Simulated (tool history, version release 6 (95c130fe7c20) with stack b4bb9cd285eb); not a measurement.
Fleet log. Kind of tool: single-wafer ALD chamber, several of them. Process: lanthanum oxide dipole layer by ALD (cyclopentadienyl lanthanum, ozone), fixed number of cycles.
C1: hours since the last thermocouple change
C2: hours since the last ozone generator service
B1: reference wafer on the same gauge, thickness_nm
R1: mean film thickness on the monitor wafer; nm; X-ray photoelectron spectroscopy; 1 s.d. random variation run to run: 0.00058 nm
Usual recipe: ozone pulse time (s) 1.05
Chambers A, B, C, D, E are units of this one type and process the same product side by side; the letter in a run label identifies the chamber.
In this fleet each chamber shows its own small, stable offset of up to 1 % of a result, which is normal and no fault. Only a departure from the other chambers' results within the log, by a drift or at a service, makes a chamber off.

run 1D hour=9.8 | ozone_pulse_time_(s)=1.05 | C1=620.0 C2=953.4 | B1=0.43403 | R1=0.50997
-- hour=10.5 chamber A: ozone generator serviced
run 2C hour=15.8 | ozone_pulse_time_(s)=1.05 | C1=986.5 C2=206.6 | B1=0.43419 | R1=0.51196
run 3B hour=25.6 | ozone_pulse_time_(s)=1.05 | C1=860.3 C2=568.6 | B1=0.43422 | R1=0.50334
run 4E hour=33.4 | ozone_pulse_time_(s)=1.05 | C1=1096.1 C2=295.6 | B1=0.43428 | R1=0.50421
run 5A hour=40.3 | ozone_pulse_time_(s)=1.05 | C1=1346.7 C2=29.9 | B1=0.43430 | R1=0.51189
run 6B hour=48.3 | ozone_pulse_time_(s)=1.05 | C1=883.0 C2=591.3 | B1=0.43431 | R1=0.50239
run 7D hour=53.4 | ozone_pulse_time_(s)=1.05 | C1=663.6 C2=997.0 | B1=0.43455 | R1=0.51025
run 8E hour=62.9 | ozone_pulse_time_(s)=1.05 | C1=1125.6 C2=325.1 | B1=0.43457 | R1=0.50523
run 9A hour=70.5 | ozone_pulse_time_(s)=1.05 | C1=1376.9 C2=60.1 | B1=0.43463 | R1=0.51304
-- hour=74.7 chamber C: thermocouple changed; heater temperature recalibrated
run 10C hour=78.3 | ozone_pulse_time_(s)=0.79 | C1=3.6 C2=269.1 | B1=0.43471 | R1=0.46493
run 11E hour=83.6 | ozone_pulse_time_(s)=0.79 | C1=1146.3 C2=345.8 | B1=0.43483 | R1=0.45839
run 12D hour=91.1 | ozone_pulse_time_(s)=0.79 | C1=701.3 C2=1034.7 | B1=0.43495 | R1=0.46358
run 13A hour=96.7 | ozone_pulse_time_(s)=0.79 | C1=1403.1 C2=86.3 | B1=0.43483 | R1=0.46600
run 14C hour=101.1 | ozone_pulse_time_(s)=0.79 | C1=26.4 C2=291.9 | B1=0.43485 | R1=0.46513
run 15B hour=109.9 | ozone_pulse_time_(s)=1.05 | C1=944.6 C2=652.9 | B1=0.43491 | R1=0.50305
run 16B hour=119.9 | ozone_pulse_time_(s)=1.42 | C1=954.6 C2=662.9 | B1=0.43523 | R1=0.53982
run 17C hour=125.3 | ozone_pulse_time_(s)=1.42 | C1=50.6 C2=316.1 | B1=0.43525 | R1=0.54956
run 18D hour=129.6 | ozone_pulse_time_(s)=1.42 | C1=739.8 C2=1073.2 | B1=0.43511 | R1=0.54828
run 19A hour=139.4 | ozone_pulse_time_(s)=1.42 | C1=1445.8 C2=129.0 | B1=0.43527 | R1=0.55000
run 20E hour=148.9 | ozone_pulse_time_(s)=1.42 | C1=1211.6 C2=411.1 | B1=0.43537 | R1=0.54256
run 21E hour=155.4 | ozone_pulse_time_(s)=1.05 | C1=1218.1 C2=417.6 | B1=0.43541 | R1=0.50735
run 22B hour=159.8 | ozone_pulse_time_(s)=1.05 | C1=994.5 C2=702.8 | B1=0.43534 | R1=0.50449
run 23A hour=164.6 | ozone_pulse_time_(s)=1.30 | C1=1471.0 C2=154.2 | B1=0.43550 | R1=0.54112
run 24D hour=171.1 | ozone_pulse_time_(s)=1.30 | C1=781.3 C2=1114.7 | B1=0.43546 | R1=0.53894
run 25C hour=177.5 | ozone_pulse_time_(s)=1.30 | C1=102.8 C2=368.3 | B1=0.43553 | R1=0.54286
run 26B hour=186.5 | ozone_pulse_time_(s)=1.30 | C1=1021.2 C2=729.5 | B1=0.43572 | R1=0.53211
run 27D hour=194.8 | ozone_pulse_time_(s)=1.30 | C1=805.0 C2=1138.4 | B1=0.43563 | R1=0.53905
run 28C hour=201.6 | ozone_pulse_time_(s)=1.05 | C1=126.9 C2=392.4 | B1=0.43588 | R1=0.51366
run 29E hour=209.7 | ozone_pulse_time_(s)=1.05 | C1=1272.4 C2=471.9 | B1=0.43582 | R1=0.50728
run 30A hour=218.4 | ozone_pulse_time_(s)=0.75 | C1=1524.8 C2=208.0 | B1=0.43600 | R1=0.45820
run 31E hour=223.3 | ozone_pulse_time_(s)=0.75 | C1=1286.0 C2=485.5 | B1=0.43601 | R1=0.44941

All 5 chambers run these settings next. Forecast each chamber's results:
run 32A hour=230.6 | ozone_pulse_time_(s)=1.31 | R1=?
run 32B hour=230.6 | ozone_pulse_time_(s)=1.31 | R1=?
run 32C hour=230.6 | ozone_pulse_time_(s)=1.31 | R1=?
run 32D hour=230.6 | ozone_pulse_time_(s)=1.31 | R1=?
run 32E hour=230.6 | ozone_pulse_time_(s)=1.31 | R1=?

run=32A R1=0.54285
run=32B R1=0.53278
run=32C R1=0.54303
run=32D R1=0.54137
run=32E R1=0.53374

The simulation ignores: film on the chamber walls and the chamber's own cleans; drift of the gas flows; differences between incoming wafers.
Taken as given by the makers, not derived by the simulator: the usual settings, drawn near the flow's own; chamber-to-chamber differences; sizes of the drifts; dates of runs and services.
